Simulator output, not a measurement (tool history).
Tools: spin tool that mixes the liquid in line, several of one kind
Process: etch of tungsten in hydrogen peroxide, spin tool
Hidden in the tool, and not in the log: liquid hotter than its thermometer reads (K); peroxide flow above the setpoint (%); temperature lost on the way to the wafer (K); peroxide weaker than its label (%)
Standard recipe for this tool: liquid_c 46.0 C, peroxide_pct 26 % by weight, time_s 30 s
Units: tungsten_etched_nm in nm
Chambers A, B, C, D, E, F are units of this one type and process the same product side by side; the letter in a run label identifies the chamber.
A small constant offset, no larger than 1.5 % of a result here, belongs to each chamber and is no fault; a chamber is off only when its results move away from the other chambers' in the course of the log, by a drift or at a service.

run,hour,liquid_c,peroxide_pct,time_s,hours since the thermometer was replaced,hours since the peroxide flow meter was replaced,hours since the heated supply line was repaired,hours since the drum of peroxide was connected,"read-back film thickness of the tungsten reference wafer, read on the same gauge (nm)",tungsten_etched_nm
1E,5.9,46.0,26,30,1289.6,62.3,1517.6,107.5,60.008,51.666
2A,17.7,46.0,26,30,1641.8,813.0,556.2,516.8,60.033,51.108
3B,25.6,46.0,26,30,1190.1,617.6,943.9,34.3,60.014,51.345
4F,32.3,46.0,26,30,636.3,827.7,534.1,133.3,60.048,51.509
5C,45.2,46.0,30,30,461.8,784.6,650.7,605.9,60.021,55.733
6D,56.6,46.0,30,30,933.0,1948.6,944.0,839.8,59.997,55.078
7B,63.9,46.0,30,30,1228.4,655.9,982.2,72.6,60.013,55.467
8D,73.0,46.0,30,30,949.4,1965.0,960.4,856.2,60.009,54.424
9F,80.4,46.0,30,30,684.4,875.8,582.2,181.4,59.962,55.275
10A,89.6,46.0,30,30,1713.7,884.9,628.1,588.7,60.022,55.163
# hour 89.9: chamber C: peroxide flow meter replaced
11C,98.3,46.0,30,30,514.9,8.5,703.8,659.0,60.012,55.579
12E,107.2,46.0,30,30,1390.9,163.6,1618.9,208.8,60.003,55.675
13B,114.4,46.0,30,30,1278.9,706.4,1032.7,123.1,60.027,55.461
# hour 118.0: chamber E: heated supply line repaired
14C,124.4,46.0,30,30,541.0,34.6,729.9,685.1,59.989,55.828
15D,133.0,46.0,30,30,1009.4,2025.0,1020.4,916.2,59.993,54.618
16E,145.9,46.0,30,30,1429.6,202.3,27.9,247.5,59.928,55.904
17F,154.8,37.5,30,30,758.8,950.2,656.6,255.8,60.017,31.492
18A,162.7,37.5,30,30,1786.8,958.0,701.2,661.8,60.067,31.617
19F,171.3,37.5,30,30,775.3,966.7,673.1,272.3,60.029,31.622
20A,178.7,37.5,30,30,1802.8,974.0,717.2,677.8,59.981,31.598
21B,185.7,37.5,30,30,1350.2,777.7,1104.0,194.4,60.008,31.863
22D,192.4,37.5,30,30,1068.8,2084.4,1079.8,975.6,60.050,31.503
23E,202.6,46.0,26,30,1486.3,259.0,84.6,304.2,60.024,51.714
24C,211.9,46.0,26,30,628.5,122.1,817.4,772.6,59.970,51.754
25A,221.2,46.0,30,15,1845.3,1016.5,759.7,720.3,60.021,27.440
26F,232.3,46.0,30,15,836.3,1027.7,734.1,333.3,59.996,27.316
27D,242.7,46.0,30,15,1119.1,2134.7,1130.1,1025.9,59.975,27.514
28E,250.1,46.0,30,15,1533.8,306.5,132.1,351.7,59.998,27.673
# hour 251.3: chamber A: peroxide flow meter replaced
29B,260.6,46.0,30,15,1425.1,852.6,1178.9,269.3,59.989,27.585
30C,268.6,46.0,30,15,685.2,178.8,874.1,829.3,60.013,27.923
31F,277.0,46.0,26,30,881.0,1072.4,778.8,378.0,59.977,50.981
32E,288.7,46.0,26,30,1572.4,345.1,170.7,390.3,59.977,51.746
33C,294.6,46.0,26,30,711.2,204.8,900.1,855.3,59.955,51.953
34B,303.9,46.0,26,30,1468.4,895.9,1222.2,312.6,59.997,51.375
35D,311.7,46.0,26,30,1188.1,2203.7,1199.1,1094.9,59.983,51.019
36A,324.6,46.0,26,30,1948.7,73.4,863.1,823.7,59.976,51.126
37F,331.3,46.0,26,30,935.3,1126.7,833.1,432.3,60.031,51.524
38B,339.7,52.0,26,30,1504.2,931.7,1258.0,348.4,59.998,75.132
39C,346.1,52.0,26,30,762.7,256.3,951.6,906.8,60.012,74.742
40E,354.4,52.0,26,30,1638.1,410.8,236.4,456.0,59.994,74.640
41A,364.4,52.0,26,30,1988.5,113.2,902.9,863.5,60.015,74.278

Next, every chamber runs the same settings. What will each give?
42A,373.6,46.0,26,30,,,,,,?
42B,373.6,46.0,26,30,,,,,,?
42C,373.6,46.0,26,30,,,,,,?
42D,373.6,46.0,26,30,,,,,,?
42E,373.6,46.0,26,30,,,,,,?
42F,373.6,46.0,26,30,,,,,,?

run,tungsten_etched_nm
42A,51.292
42B,51.444
42C,51.700
42D,50.964
42E,51.745
42F,51.066
